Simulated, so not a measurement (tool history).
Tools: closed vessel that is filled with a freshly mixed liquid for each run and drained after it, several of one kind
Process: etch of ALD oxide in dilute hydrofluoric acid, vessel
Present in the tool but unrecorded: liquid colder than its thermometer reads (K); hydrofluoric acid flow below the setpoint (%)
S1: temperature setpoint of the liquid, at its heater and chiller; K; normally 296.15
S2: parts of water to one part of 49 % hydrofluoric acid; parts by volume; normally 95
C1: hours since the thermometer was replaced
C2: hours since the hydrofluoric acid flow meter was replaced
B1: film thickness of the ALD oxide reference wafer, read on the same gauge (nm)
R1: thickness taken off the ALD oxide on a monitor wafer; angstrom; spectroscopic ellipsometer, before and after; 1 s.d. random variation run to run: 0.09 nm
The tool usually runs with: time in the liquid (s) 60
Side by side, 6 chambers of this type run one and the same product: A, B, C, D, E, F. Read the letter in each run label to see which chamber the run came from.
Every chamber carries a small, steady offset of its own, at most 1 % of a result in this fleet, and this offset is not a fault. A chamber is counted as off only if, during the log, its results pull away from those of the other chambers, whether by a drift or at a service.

Run 1C, hour 5.7: usual settings; C1 592.7; C2 2057; B1 70.022. Result: R1 107.93 angstrom.
Run 2F, hour 10: usual settings; C1 185.6; C2 742.8; B1 70.005. Result: R1 106.78 angstrom.
Run 3B, hour 16.1: usual settings; C1 1639.3; C2 106.1; B1 70.001. Result: R1 109.31 angstrom.
Run 4D, hour 20.7: usual settings; C1 823.1; C2 160.2; B1 70.007. Result: R1 106.29 angstrom.
Run 5A, hour 27.9: usual settings; C1 1169.6; C2 1043.6; B1 70.023. Result: R1 109.52 angstrom.
At hour 35.3: chamber D: thermometer replaced.
Run 6E, hour 35.3: usual settings; C1 1229; C2 2679.2; B1 69.976. Result: R1 108.51 angstrom.
Run 7C, hour 39.9: usual settings but S2 70 parts by volume; C1 626.9; C2 2091.2; B1 70.009. Result: R1 150.66 angstrom.
Run 8D, hour 46.1: usual settings but S2 70 parts by volume; C1 10.8; C2 185.6; B1 69.958. Result: R1 150.92 angstrom.
Run 9E, hour 52.5: usual settings but S2 70 parts by volume; C1 1246.2; C2 2696.4; B1 69.978. Result: R1 150.79 angstrom.
Run 10F, hour 59.2: usual settings but S2 70 parts by volume; C1 234.8; C2 792; B1 70.018. Result: R1 154.12 angstrom.
Run 11A, hour 66.6: usual settings but S2 70 parts by volume; C1 1208.3; C2 1082.3; B1 69.999. Result: R1 152.59 angstrom.
Run 12B, hour 70.8: usual settings but S2 70 parts by volume; C1 1694; C2 160.8; B1 69.996. Result: R1 152.71 angstrom.
At hour 72: chamber F: hydrofluoric acid flow meter replaced.
Run 13D, hour 78.5: usual settings; C1 43.2; C2 218; B1 70.026. Result: R1 107.14 angstrom.
Run 14A, hour 84.1: usual settings; C1 1225.8; C2 1099.8; B1 69.985. Result: R1 109.6 angstrom.
Run 15F, hour 91.9: usual settings; C1 267.5; C2 19.9; B1 69.983. Result: R1 106.5 angstrom.
Run 16E, hour 100.4: usual settings; C1 1294.1; C2 2744.3; B1 70.001. Result: R1 109.51 angstrom.
Run 17C, hour 106.4: usual settings; C1 693.4; C2 2157.7; B1 70.001. Result: R1 109.6 angstrom.
At hour 109.6: chamber C: hydrofluoric acid flow meter replaced.
At hour 113.3: chamber E: hydrofluoric acid flow meter replaced.
Run 18B, hour 113.4: usual settings; C1 1736.6; C2 203.4; B1 70.025. Result: R1 108.05 angstrom.
Run 19F, hour 119.9: usual settings; C1 295.5; C2 47.9; B1 70.001. Result: R1 108.66 angstrom.
Run 20D, hour 125.5: usual settings; C1 90.2; C2 265; B1 69.986. Result: R1 106.43 angstrom.
Run 21C, hour 130.4: usual settings; C1 717.4; C2 20.8; B1 70.014. Result: R1 108.16 angstrom.
Run 22A, hour 137.8: usual settings; C1 1279.5; C2 1153.5; B1 70.006. Result: R1 109.54 angstrom.
Run 23B, hour 145: usual settings but S1 293.15 K, S2 145 parts by volume; C1 1768.2; C2 235; B1 69.988. Result: R1 59.33 angstrom.
Run 24E, hour 153.3: usual settings but S1 293.15 K, S2 145 parts by volume; C1 1347; C2 40; B1 69.989. Result: R1 60.053 angstrom.
Run 25F, hour 159.3: usual settings but S1 293.15 K, S2 145 parts by volume; C1 334.9; C2 87.3; B1 69.996. Result: R1 58.871 angstrom.
Run 26C, hour 163.5: usual settings but S1 293.15 K, S2 145 parts by volume; C1 750.5; C2 53.9; B1 69.993. Result: R1 60.923 angstrom.
Run 27A, hour 170.1: usual settings but S1 293.15 K, S2 145 parts by volume; C1 1311.8; C2 1185.8; B1 70.012. Result: R1 60.027 angstrom.
Run 28D, hour 178: usual settings but S1 293.15 K, S2 145 parts by volume; C1 142.7; C2 317.5; B1 70.044. Result: R1 59.35 angstrom.
Run 29E, hour 185.4: usual settings; C1 1379.1; C2 72.1; B1 70.001. Result: R1 108.33 angstrom.
Run 30B, hour 191.2: usual settings; C1 1814.4; C2 281.2; B1 70. Result: R1 109.03 angstrom.
Run 31F, hour 195.6: usual settings; C1 371.2; C2 123.6; B1 69.998. Result: R1 108.19 angstrom.
Run 32C, hour 203.2: usual settings; C1 790.2; C2 93.6; B1 69.989. Result: R1 107.43 angstrom.
Run 33B, hour 211.6: usual settings; C1 1834.8; C2 301.6; B1 70.009. Result: R1 107.48 angstrom.
Run 34A, hour 218.2: usual settings; C1 1359.9; C2 1233.9; B1 69.998. Result: R1 108.36 angstrom.
Run 35D, hour 224.9: usual settings; C1 189.6; C2 364.4; B1 70.025. Result: R1 108.17 angstrom.
Run 36E, hour 228.8: usual settings; C1 1422.5; C2 115.5; B1 69.995. Result: R1 109.05 angstrom.
Run 37E, hour 235: usual settings but S1 299.15 K, S2 70 parts by volume; C1 1428.7; C2 121.7; B1 70.017. Result: R1 169.66 angstrom.
Run 38D, hour 239.5: usual settings but S1 299.15 K, S2 70 parts by volume; C1 204.2; C2 379; B1 69.996. Result: R1 165.84 angstrom.

Is one chamber out of step, is the gauge drifting, or do the chambers differ by no more than their own small offsets? For an off chamber, give its letter and the likeliest cause.

No chamber is off and the gauge is stable; the differences are just each chamber's small, constant offset.
